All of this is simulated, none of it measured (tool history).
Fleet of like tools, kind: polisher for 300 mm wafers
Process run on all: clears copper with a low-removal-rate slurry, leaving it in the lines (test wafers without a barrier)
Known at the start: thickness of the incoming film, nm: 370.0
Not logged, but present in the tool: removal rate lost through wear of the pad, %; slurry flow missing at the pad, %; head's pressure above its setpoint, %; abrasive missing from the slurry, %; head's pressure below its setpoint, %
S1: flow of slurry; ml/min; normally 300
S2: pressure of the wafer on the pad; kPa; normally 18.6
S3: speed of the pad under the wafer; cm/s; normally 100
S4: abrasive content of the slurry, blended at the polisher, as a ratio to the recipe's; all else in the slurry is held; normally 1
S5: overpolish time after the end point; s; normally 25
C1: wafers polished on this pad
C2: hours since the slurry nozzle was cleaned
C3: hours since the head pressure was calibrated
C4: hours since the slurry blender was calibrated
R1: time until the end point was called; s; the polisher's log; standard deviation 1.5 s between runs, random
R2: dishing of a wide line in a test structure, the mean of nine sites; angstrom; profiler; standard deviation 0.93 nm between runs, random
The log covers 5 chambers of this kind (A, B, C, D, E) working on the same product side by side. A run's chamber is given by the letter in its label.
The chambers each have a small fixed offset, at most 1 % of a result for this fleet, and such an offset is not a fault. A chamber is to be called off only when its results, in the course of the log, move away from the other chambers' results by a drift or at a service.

| run | hour | S1 | S2 | S3 | S4 | S5 | C1 | C2 | C3 | C4 | R1 | R2 |
|---|---|---|---|---|---|---|---|---|---|---|---|---|
|  | 6 | chamber E: worn pad replaced by a new one |
| 1C | 8.2 | 300 | 18.6 | 100 | 1 | 25 | 339 | 72.5 | 415.1 | 203 | 141.31 | 418.89 |
| 2E | 16.4 | 300 | 18.6 | 100 | 1 | 25 | 95 | 653.4 | 84 | 413.7 | 140.62 | 428.19 |
|  | 16.8 | chamber E: slurry blender recalibrated |
| 3B | 24.4 | 300 | 18.6 | 100 | 1 | 25 | 431 | 529 | 612.9 | 136 | 142.12 | 426.98 |
| 4D | 30 | 300 | 18.6 | 100 | 1 | 25 | 527 | 202.2 | 88.7 | 135.3 | 141.33 | 425.05 |
|  | 34.8 | chamber A: slurry blender recalibrated |
| 5A | 36.5 | 300 | 18.6 | 100 | 1 | 25 | 987 | 579.8 | 510.4 | 1.8 | 144.83 | 444.63 |
|  | 40.1 | chamber D: worn pad replaced by a new one |
| 6C | 44.2 | 300 | 18.6 | 100 | 1 | 25 | 669 | 108.5 | 451.1 | 239 | 142.68 | 443.45 |
| 7B | 48 | 300 | 18.6 | 100 | 1 | 25 | 647 | 552.6 | 636.5 | 159.6 | 144.42 | 419.03 |
| 8A | 56.3 | 300 | 18.6 | 100 | 1 | 25 | 1168 | 599.6 | 530.2 | 21.6 | 142.52 | 426.62 |
| 9E | 60.7 | 300 | 18.6 | 100 | 1 | 25 | 501 | 697.7 | 128.3 | 43.9 | 141.74 | 415.91 |
| 10D | 65 | 300 | 18.6 | 100 | 1 | 25 | 228 | 237.2 | 123.7 | 170.3 | 144.54 | 429.13 |
| 11E | 72.8 | 300 | 18.6 | 100 | 1 | 25 | 612 | 709.8 | 140.4 | 56 | 141.51 | 438.77 |
| 12A | 76.7 | 300 | 18.6 | 100 | 1 | 25 | 1355 | 620 | 550.6 | 42 | 141.86 | 422.87 |
| 13B | 80.5 | 300 | 18.6 | 100 | 1 | 25 | 945 | 585.1 | 669 | 192.1 | 144.99 | 417.27 |
| 14D | 87 | 300 | 18.6 | 100 | 1 | 25 | 430 | 259.2 | 145.7 | 192.3 | 143.89 | 403.36 |
| 15C | 90.9 | 300 | 18.6 | 100 | 1 | 25 | 1097 | 155.2 | 497.8 | 285.7 | 141.38 | 430.67 |
| 16A | 96.7 | 300 | 18.6 | 100 | 1 | 25 | 1538 | 640 | 570.6 | 62 | 142.26 | 429.54 |
|  | 99.1 | chamber C: worn pad replaced by a new one |
|  | 101.7 | chamber A: worn pad replaced by a new one |
| 17E | 103.2 | 300 | 18.6 | 100 | 1 | 25 | 891 | 740.2 | 170.8 | 86.4 | 142.84 | 431.73 |
|  | 104.9 | chamber B: slurry blender recalibrated |
| 18B | 107.2 | 300 | 18.6 | 100 | 1 | 25 | 1190 | 611.8 | 695.7 | 2.4 | 145.92 | 421.5 |
|  | 109.1 | chamber D: worn pad replaced by a new one |
| 19C | 114.1 | 300 | 18.6 | 100 | 1 | 25 | 138 | 178.4 | 521 | 308.9 | 141.16 | 422.7 |
|  | 121.5 | chamber E: worn pad replaced by a new one |
|  | 121.7 | chamber A: head pressure recalibrated |
| 20D | 122.4 | 300 | 18.6 | 100 | 1 | 25 | 122 | 294.6 | 181.1 | 227.7 | 144.92 | 421.24 |
|  | 126.6 | chamber B: worn pad replaced by a new one |
| 21B | 127.4 | 300 | 18.6 | 100 | 1 | 25 | 7 | 632 | 715.9 | 22.6 | 142.07 | 415.49 |
| 22D | 132.2 | 300 | 18.6 | 100 | 1 | 25 | 212 | 304.4 | 190.9 | 237.5 | 145.91 | 432.68 |
|  | 135 | chamber D: slurry nozzle cleaned |
| 23A | 136.5 | 300 | 18.6 | 114 | 1 | 25 | 319 | 679.8 | 14.9 | 101.8 | 125.49 | 469.73 |
|  | 138.1 | chamber B: slurry nozzle cleaned |
| 24C | 143.3 | 300 | 18.6 | 114 | 1 | 25 | 405 | 207.6 | 550.2 | 338.1 | 126.7 | 461.94 |
| 25E | 148.7 | 300 | 18.6 | 114 | 1 | 25 | 250 | 785.7 | 216.3 | 131.9 | 122.56 | 487.9 |
| 26A | 155.3 | 300 | 18.6 | 114 | 1 | 25 | 491 | 698.6 | 33.7 | 120.6 | 125.25 | 476.52 |
| 27D | 163.9 | 300 | 18.6 | 114 | 1 | 25 | 502 | 28.9 | 222.6 | 269.2 | 126.89 | 458.37 |
| 28B | 170.9 | 300 | 18.6 | 100 | 1 | 25 | 406 | 32.8 | 759.4 | 66.1 | 141.07 | 413.67 |
|  | 173.4 | chamber D: worn pad replaced by a new one |
| 29C | 175.4 | 300 | 18.6 | 100 | 1 | 25 | 699 | 239.7 | 582.3 | 370.2 | 141.72 | 419.16 |
| 30E | 183.8 | 300 | 18.6 | 100 | 1 | 25 | 571 | 820.8 | 251.4 | 167 | 139.68 | 446.32 |
| 31B | 189.3 | 300 | 18.6 | 100 | 1.2 | 25 | 575 | 51.2 | 777.8 | 84.5 | 136.81 | 438.21 |
| 32E | 197.7 | 300 | 18.6 | 100 | 1.2 | 25 | 699 | 834.7 | 265.3 | 180.9 | 132.36 | 442.74 |
|  | 204.3 | chamber C: head pressure recalibrated |
|  | 204.4 | chamber A: slurry blender recalibrated |
| 33A | 206.1 | 300 | 18.6 | 100 | 1.2 | 25 | 957 | 749.4 | 84.5 | 1.7 | 137.08 | 440.44 |
| 34C | 210.7 | 300 | 18.6 | 100 | 1.2 | 25 | 1023 | 275 | 6.4 | 405.5 | 134.97 | 436 |
| 35D | 214.4 | 300 | 18.6 | 100 | 1.2 | 25 | 376 | 79.4 | 273.1 | 319.7 | 138.3 | 424.99 |
| 36B | 221.4 | 300 | 18.6 | 78 | 1 | 25 | 869 | 83.3 | 809.9 | 116.6 | 181.67 | 342.21 |
| 37D | 227 | 300 | 18.6 | 78 | 1 | 25 | 491 | 92 | 285.7 | 332.3 | 183.45 | 335.19 |
| 38E | 235.6 | 300 | 18.6 | 78 | 1 | 25 | 1046 | 872.6 | 303.2 | 218.8 | 177.34 | 352.08 |
|  | 239.9 | chamber D: worn pad replaced by a new one |
| 39A | 240.6 | 300 | 18.6 | 78 | 1 | 25 | 1273 | 783.9 | 119 | 36.2 | 181.04 | 357.31 |
|  | 242.6 | chamber E: worn pad replaced by a new one |
| 40C | 246.2 | 300 | 18.6 | 78 | 1 | 25 | 1348 | 310.5 | 41.9 | 441 | 181.85 | 341.43 |
| 41D | 254.2 | 300 | 18.6 | 100 | 1 | 25 | 131 | 119.2 | 312.9 | 359.5 | 143.87 | 439.36 |
| 42E | 258.1 | 300 | 18.6 | 100 | 1 | 25 | 142 | 895.1 | 325.7 | 241.3 | 135 | 447.61 |

All 5 chambers run these settings next. Forecast each chamber's results:
| 43A | 264.3 | 300 | 18.6 | 100 | 1 | 25 |  |  |  |  | ? | ? |
| 43B | 264.3 | 300 | 18.6 | 100 | 1 | 25 |  |  |  |  | ? | ? |
| 43C | 264.3 | 300 | 18.6 | 100 | 1 | 25 |  |  |  |  | ? | ? |
| 43D | 264.3 | 300 | 18.6 | 100 | 1 | 25 |  |  |  |  | ? | ? |
| 43E | 264.3 | 300 | 18.6 | 100 | 1 | 25 |  |  |  |  | ? | ? |

| run | R1 | R2 |
|---|---|---|
| 43A | 139.91 | 445.14 |
| 43B | 141.81 | 425.12 |
| 43C | 144.14 | 424.65 |
| 43D | 143.04 | 435.84 |
| 43E | 133.41 | 458.11 |
